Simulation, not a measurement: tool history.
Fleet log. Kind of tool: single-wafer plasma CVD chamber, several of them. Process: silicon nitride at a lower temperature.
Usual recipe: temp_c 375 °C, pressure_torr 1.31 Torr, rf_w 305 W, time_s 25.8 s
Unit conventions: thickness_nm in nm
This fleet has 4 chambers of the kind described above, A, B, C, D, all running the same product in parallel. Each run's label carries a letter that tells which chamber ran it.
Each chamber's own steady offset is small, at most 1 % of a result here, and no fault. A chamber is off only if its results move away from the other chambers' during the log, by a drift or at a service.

run   hour  temp_c  pressure_torr  rf_w  time_s  read-back reference wafer on the same gauge, thickness_nm  thickness_nm
 1B    7.6     375           1.31   305    25.8                                                      23.71        29.026
 2D   14.6     375           1.31   305    25.8                                                     23.681         28.29
 3A   21.8     375           1.31   305    25.8                                                     23.698         28.85
 4C   30.6     375           1.31   305    25.8                                                     23.684         28.36
 5B   36.5     375           1.31   305    25.8                                                     23.721        29.047
 6A   44.8     375           1.31   305    25.8                                                     23.705         28.73
        47  -- chamber A: thermocouple changed; heater temperature recalibrated
 7C     52     375           1.31   305    25.8                                                     23.704        28.523
 8D     60     375           1.31   305    25.8                                                     23.688        28.547
 9A   68.4     375           1.31   305    25.8                                                     23.696        28.782
10C   75.6     375           1.31   305    25.8                                                       23.7         28.68
11B     85     375           1.31   305    25.8                                                     23.722        28.993
12D     95     375           1.31   305    25.8                                                     23.701         28.62
13B  105.9     375           1.31   305    25.8                                                     23.702        28.891
14C  115.8     375           1.31   305    25.8                                                     23.724         28.49
15D  122.8     375           1.31   305    25.8                                                     23.693        28.423
16A  134.4     375           1.31   305    25.8                                                     23.693        28.718
17A  140.8     375           1.31   305    25.8                                                     23.684        28.934
     142.6  -- chamber D: thermocouple changed; heater temperature recalibrated
18D  151.5     375           1.31   305    25.8                                                     23.695        28.479
19B  158.5     375           1.31   305    25.8                                                     23.702        28.947
20C  166.6     375           1.31   305    25.8                                                     23.701        28.656
21D  175.7     375           1.31   305    25.8                                                     23.712        28.545
22B  181.4     375           1.31   305    25.8                                                     23.695        28.789
     182.1  -- chamber A: capacitance manometer re-zeroed and calibrated
23A    189     368           1.12   305    25.8                                                     23.684        27.744
24C  200.6     368           1.12   305    25.8                                                     23.704        27.327
25C  207.4     368           1.12   305    25.8                                                     23.692        27.406
26B  214.6     368           1.12   305    25.8                                                     23.731        27.703
27A  222.5     375           1.31   305    25.8                                                     23.674        28.591
28D  231.1     375           1.31   305    25.8                                                     23.666        28.439
29C  241.9     375           1.31   305    25.8                                                     23.706        28.403
30B  249.6     375           1.31   305    25.8                                                     23.707        29.018

Does one chamber stand apart from the rest, does the shared gauge drift, or is all well apart from small per-chamber offsets? Give the chamber and the most likely cause, where there is one.

No chamber is off and the gauge is stable; the differences are just each chamber's small, constant offset.
